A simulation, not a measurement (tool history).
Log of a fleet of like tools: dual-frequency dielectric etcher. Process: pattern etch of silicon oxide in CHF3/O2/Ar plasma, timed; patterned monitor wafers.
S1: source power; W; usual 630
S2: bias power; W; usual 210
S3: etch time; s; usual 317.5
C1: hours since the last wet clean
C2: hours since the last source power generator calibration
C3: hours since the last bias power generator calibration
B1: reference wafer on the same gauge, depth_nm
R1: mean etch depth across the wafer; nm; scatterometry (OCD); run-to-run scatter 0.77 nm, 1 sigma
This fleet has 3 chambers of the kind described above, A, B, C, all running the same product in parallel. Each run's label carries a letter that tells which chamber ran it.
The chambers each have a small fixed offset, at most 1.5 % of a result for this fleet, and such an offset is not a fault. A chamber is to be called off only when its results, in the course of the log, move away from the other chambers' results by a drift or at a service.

run  hour   S1   S2     S3     C1      C2      C3      B1      R1
 1C   2.8  630  210  317.5    338    2290   182.7  594.01  664.91
 2A   6.7  630  210  317.5  241.6  2018.1  2868.2  593.79   673.6
 3B  10.2  630  210  317.5  347.3  4820.6  1855.1  593.74   665.2
 4B  14.7  630  210  317.5  351.8  4825.1  1859.6  593.35  665.41
 5A  16.8  630  210  317.5  251.7  2028.2  2878.3   593.4  672.58
     17.8  -- chamber C: source power generator calibrated
 6C  19.6  630  210  317.5  354.8     1.9   199.5  592.99  663.34
 7A  23.3  630  210    399  258.2  2034.7  2884.8  593.12  846.37
 8B    26  630  210    399  363.1  4836.4  1870.9  593.14   836.2
 9C  30.5  630  210    399  365.7    12.8   210.4  592.85  832.02
10B  32.6  630  210  317.5  369.7    4843  1877.5  592.79  664.17
11C  36.4  630  166  278.5  371.6    18.7   216.3  592.49  536.64
12A  40.5  630  166  278.5  275.4  2051.9    2902  592.57  543.66
13A  44.1  630  166  278.5    279  2055.5  2905.6  592.45  544.74
14C  47.9  630  237    227  383.1    30.2   227.8  592.29  493.39
15B  51.6  630  237    227  388.7    4862  1896.5  591.95  494.07
16B  53.6  630  237    227  390.7    4864  1898.5  591.95  493.76
17A  57.5  630  210  317.5  292.4  2068.9    2919  591.97  672.07
18C    61  630  210  317.5  396.2    43.3   240.9  591.82  660.26
     61.2  -- chamber B: wet clean of the chamber
19B  63.7  630  210  317.5    2.6  4874.1  1908.6  591.46  663.26
20A  66.2  630  210  317.5  301.1  2077.6  2927.7  591.32  670.62
21C  70.6  630  210  317.5  405.8    52.9   250.5  591.44  659.84

The same settings go to every chamber for the next run, one line per chamber below. Forecast the results for each:
22A  73.9  520  210  317.5                   ?
22B  73.9  520  210  317.5                   ?
22C  73.9  520  210  317.5                   ?

run      R1
22A  625.84
22B  616.68
22C  614.99
